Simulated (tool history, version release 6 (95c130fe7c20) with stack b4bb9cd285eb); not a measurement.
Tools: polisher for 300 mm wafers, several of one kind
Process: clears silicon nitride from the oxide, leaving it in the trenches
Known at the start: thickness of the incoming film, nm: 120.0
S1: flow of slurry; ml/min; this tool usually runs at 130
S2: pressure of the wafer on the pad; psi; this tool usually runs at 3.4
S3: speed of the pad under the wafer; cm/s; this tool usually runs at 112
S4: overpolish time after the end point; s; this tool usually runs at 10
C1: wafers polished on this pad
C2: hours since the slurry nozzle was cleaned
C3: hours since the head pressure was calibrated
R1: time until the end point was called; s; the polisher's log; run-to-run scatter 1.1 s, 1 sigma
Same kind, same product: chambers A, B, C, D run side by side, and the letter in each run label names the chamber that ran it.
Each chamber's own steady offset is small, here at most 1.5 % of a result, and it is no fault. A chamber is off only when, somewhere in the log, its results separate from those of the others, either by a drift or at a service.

| run | hour | S1 | S2 | S3 | S4 | C1 | C2 | C3 | R1 |
|---|---|---|---|---|---|---|---|---|---|
| 1A | 6.0 | 130 | 3.4 | 112 | 10 | 924 | 290.5 | 756.3 | 108.42 |
| 2B | 11.9 | 130 | 3.4 | 112 | 10 | 246 | 109.4 | 112.8 | 106.83 |
| 3C | 16.8 | 130 | 3.4 | 112 | 10 | 206 | 466.4 | 352.9 | 106.59 |
| 4D | 22.1 | 130 | 3.4 | 112 | 10 | 1246 | 68.4 | 798.7 | 108.45 |
| 5B | 27.0 | 130 | 3.4 | 112 | 10 | 331 | 124.5 | 127.9 | 106.46 |
| 6D | 30.7 | 130 | 3.4 | 112 | 10 | 1294 | 77.0 | 807.3 | 106.81 |
| 7C | 36.7 | 130 | 3.4 | 112 | 10 | 319 | 486.3 | 372.8 | 105.50 |
|  | 39.2 | chamber D: worn pad replaced by a new one |
| 8A | 43.4 | 130 | 3.4 | 112 | 10 | 1135 | 327.9 | 793.7 | 107.69 |
| 9A | 49.6 | 130 | 3.4 | 112 | 10 | 1170 | 334.1 | 799.9 | 106.27 |
| 10D | 55.0 | 130 | 3.4 | 112 | 10 | 89 | 101.3 | 831.6 | 106.03 |
| 11C | 59.8 | 130 | 3.4 | 112 | 10 | 449 | 509.4 | 395.9 | 106.89 |
| 12B | 65.1 | 130 | 3.4 | 112 | 10 | 546 | 162.6 | 166.0 | 108.49 |
| 13C | 68.6 | 130 | 3.4 | 112 | 10 | 499 | 518.2 | 404.7 | 106.31 |
| 14D | 73.5 | 130 | 3.4 | 112 | 10 | 193 | 119.8 | 850.1 | 106.33 |
| 15A | 78.0 | 130 | 3.4 | 112 | 7 | 1330 | 362.5 | 828.3 | 108.05 |
| 16B | 81.7 | 130 | 3.4 | 112 | 7 | 640 | 179.2 | 182.6 | 108.37 |
|  | 88.3 | chamber C: worn pad replaced by a new one |
| 17D | 88.3 | 130 | 3.4 | 112 | 7 | 277 | 134.6 | 864.9 | 105.99 |
| 18B | 92.7 | 130 | 3.4 | 112 | 7 | 702 | 190.2 | 193.6 | 108.75 |
|  | 93.5 | chamber B: worn pad replaced by a new one |
| 19A | 97.9 | 130 | 3.4 | 112 | 10 | 1442 | 382.4 | 848.2 | 107.95 |
| 20C | 102.5 | 130 | 3.4 | 112 | 10 | 80 | 552.1 | 438.6 | 108.40 |
| 21C | 109.3 | 145 | 2.9 | 112 | 10 | 118 | 558.9 | 445.4 | 122.07 |
| 22A | 113.0 | 145 | 2.9 | 112 | 10 | 1527 | 397.5 | 863.3 | 121.47 |
|  | 113.1 | chamber A: worn pad replaced by a new one |
| 23B | 118.9 | 145 | 2.9 | 112 | 10 | 143 | 216.4 | 219.8 | 127.66 |
| 24D | 123.0 | 145 | 2.9 | 112 | 10 | 473 | 169.3 | 899.6 | 122.10 |
| 25A | 128.7 | 130 | 3.4 | 112 | 10 | 88 | 413.2 | 879.0 | 108.13 |
| 26C | 135.9 | 130 | 3.4 | 112 | 10 | 268 | 585.5 | 472.0 | 109.80 |
| 27D | 143.2 | 130 | 3.4 | 112 | 10 | 587 | 189.5 | 919.8 | 106.68 |
|  | 149.8 | chamber A: head pressure recalibrated |
| 28B | 149.9 | 130 | 3.4 | 112 | 8 | 318 | 247.4 | 250.8 | 111.93 |
| 29D | 153.4 | 130 | 3.4 | 112 | 8 | 644 | 199.7 | 930.0 | 109.04 |
| 30B | 156.6 | 130 | 3.4 | 112 | 8 | 356 | 254.1 | 257.5 | 112.16 |
| 31C | 163.2 | 130 | 3.4 | 112 | 8 | 422 | 612.8 | 499.3 | 107.99 |
| 32A | 168.3 | 130 | 3.4 | 112 | 10 | 311 | 452.8 | 18.6 | 108.45 |
| 33A | 173.1 | 130 | 3.4 | 112 | 10 | 338 | 457.6 | 23.4 | 106.01 |
|  | 173.7 | chamber C: worn pad replaced by a new one |
| 34D | 177.8 | 130 | 3.4 | 112 | 10 | 782 | 224.1 | 954.4 | 107.45 |
| 35C | 184.4 | 130 | 3.4 | 112 | 10 | 60 | 634.0 | 520.5 | 107.86 |
| 36B | 188.8 | 130 | 3.4 | 112 | 10 | 538 | 286.3 | 289.7 | 115.56 |
| 37B | 192.4 | 130 | 3.4 | 112 | 10 | 558 | 289.9 | 293.3 | 112.49 |
| 38A | 195.9 | 130 | 3.4 | 112 | 13 | 467 | 480.4 | 46.2 | 108.74 |
| 39D | 203.2 | 130 | 3.4 | 112 | 13 | 925 | 249.5 | 979.8 | 106.84 |
| 40C | 207.3 | 130 | 3.4 | 112 | 13 | 189 | 656.9 | 543.4 | 105.17 |
| 41C | 212.2 | 130 | 3.4 | 112 | 13 | 217 | 661.8 | 548.3 | 109.74 |
| 42A | 218.8 | 130 | 3.4 | 112 | 10 | 596 | 503.3 | 69.1 | 107.58 |
| 43B | 225.2 | 130 | 3.4 | 112 | 10 | 743 | 322.7 | 326.1 | 116.44 |
| 44D | 228.8 | 130 | 3.4 | 112 | 10 | 1070 | 275.1 | 1005.4 | 108.70 |

Is one chamber out of step, is the gauge drifting, or do the chambers differ by no more than their own small offsets? For an off chamber, give its letter and the likeliest cause.

Chamber B drifts away from the others.
Likeliest cause: head's pressure below its setpoint, % = 7.64.
With only this log, it may be confused with: slurry flow missing at the pad, %.

Which of the 4 candidates below, each the usual settings with something changed and its results left as question marks, puts chamber B back in line with what the other chambers give on the usual settings?
Allowed miss from the other chambers' usual-settings mean, per result, to count as in line: R1 3.90 s
| 45B-1 | 234.1 | 130 | 3.1 | 112 | 10 |  |  |  | ? |
| 45B-2 | 234.1 | 130 | 3.4 | 114 | 10 |  |  |  | ? |
| 45B-3 | 234.1 | 130 | 3.7 | 112 | 10 |  |  |  | ? |
| 45B-4 | 234.1 | 120 | 3.4 | 112 | 10 |  |  |  | ? |

Other chambers, usual settings, mean: R1 107.30 s
| run | R1 |
|---|---|
| 45B-1 | 127.82 |
| 45B-2 | 114.46 |
| 45B-3 | 106.98 |
| 45B-4 | 118.36 |
45B-3 is the one that brings the chamber's results back in line with the other chambers.
